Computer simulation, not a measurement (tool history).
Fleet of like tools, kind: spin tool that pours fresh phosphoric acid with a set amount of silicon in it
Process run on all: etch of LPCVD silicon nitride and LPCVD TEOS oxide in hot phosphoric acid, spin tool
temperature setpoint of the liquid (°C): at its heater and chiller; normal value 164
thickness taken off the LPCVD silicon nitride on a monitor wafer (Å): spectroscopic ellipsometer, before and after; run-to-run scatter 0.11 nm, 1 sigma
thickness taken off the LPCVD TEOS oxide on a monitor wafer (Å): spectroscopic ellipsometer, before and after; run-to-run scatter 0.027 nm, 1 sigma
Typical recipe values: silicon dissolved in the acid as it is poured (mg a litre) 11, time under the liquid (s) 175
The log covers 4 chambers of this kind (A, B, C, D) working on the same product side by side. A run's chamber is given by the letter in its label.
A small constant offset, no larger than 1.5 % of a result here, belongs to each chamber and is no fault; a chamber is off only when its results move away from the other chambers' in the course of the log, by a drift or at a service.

run,hour,temperature setpoint of the liquid (°C),silicon dissolved in the acid as it is poured (mg a litre),time under the liquid (s),"read-back film thickness of the LPCVD silicon nitride reference wafer, read on the same gauge (nm)","read-back film thickness of the LPCVD TEOS oxide reference wafer, read on the same gauge (nm)",thickness taken off the LPCVD silicon nitride on a monitor wafer (Å),thickness taken off the LPCVD TEOS oxide on a monitor wafer (Å)
1B,9.1,164,11,175,130.02,89.991,171.89,10.041
2D,16.2,164,11,175,130,90.034,170.9,10.504
3C,29.9,164,11,175,130.05,90.011,170.88,10.454
4A,43.2,164,11,175,130,89.994,166.52,10.032
5B,53.7,166,11,120,130,90.023,123.52,8.3847
6A,62.4,166,11,120,130.04,89.996,124.4,7.6305
7D,69.7,166,11,120,129.99,89.988,122.63,8.4421
8C,83.3,166,11,120,130,89.986,126.4,8.1274
9A,91.3,164,11,175,130,90,168.29,10.395
10D,102.8,164,11,175,130.01,89.998,169.87,10.15
# hour 115.7: chamber A: thermometer replaced
11B,116.1,164,11,175,130.04,90.015,169.43,10.59
12C,126.6,164,11,175,130.04,89.996,171.6,10.865
13D,140.5,164,11,175,129.97,89.976,168.87,10.604
14A,153.4,164,11,175,130,89.989,167.79,10.462
15B,163.7,164,11,175,130.05,89.99,168.25,10.639
16C,171.1,164,11,175,130,90.003,171.08,10.314
17A,186.1,164,11,175,129.97,89.986,168.24,9.783
18D,200.9,164,3.5,175,130,89.991,170.81,12.088
19C,208.7,164,3.5,175,129.98,89.991,171.28,11.574
20B,223.4,164,3.5,175,130.02,90.014,170,11.701
21B,232.1,164,3.5,175,130.02,89.988,171.03,12.265
22D,242.6,164,11,175,130.03,89.983,168.94,10.101
23C,255.4,164,11,175,130.05,89.993,169.97,10.354
24A,262.4,164,11,175,129.97,90.01,167.77,10.023
# hour 264.8: chamber C: dissolved silicon flow meter replaced
25D,270,164,11,175,129.98,89.986,170.34,10.008
26C,282.5,164,11,175,129.99,89.995,171.15,10.473
27B,291.3,164,11,175,129.98,89.993,170.08,10.509
28A,300.1,164,11,175,129.96,89.992,167.86,10.322
29B,312.8,164,11,175,130.03,89.997,170.85,10.727
30A,320.6,164,11,175,129.96,89.987,168.68,10.896
# hour 329.6: chamber D: thermometer replaced
31D,330.9,164,11,175,130,89.987,168.52,10.41
# hour 337.5: chamber D: heated supply line repaired
32C,342.4,164,11,220,130.04,90.014,215.4,12.56
33B,357.9,164,11,220,129.99,90.007,215.47,12.993
34D,369.6,164,11,220,130.04,89.974,213.48,13.442
35A,385.1,164,11,220,130.02,90.009,212.06,12.542
36C,396,164,11,175,129.99,89.985,171.6,10.065

One chamber off, gauge drift, or nothing amiss beyond the chambers' own small offsets? If it is a chamber, which one, and what is the likeliest cause?

No chamber stands off beyond its own small offset, and the gauge holds steady.

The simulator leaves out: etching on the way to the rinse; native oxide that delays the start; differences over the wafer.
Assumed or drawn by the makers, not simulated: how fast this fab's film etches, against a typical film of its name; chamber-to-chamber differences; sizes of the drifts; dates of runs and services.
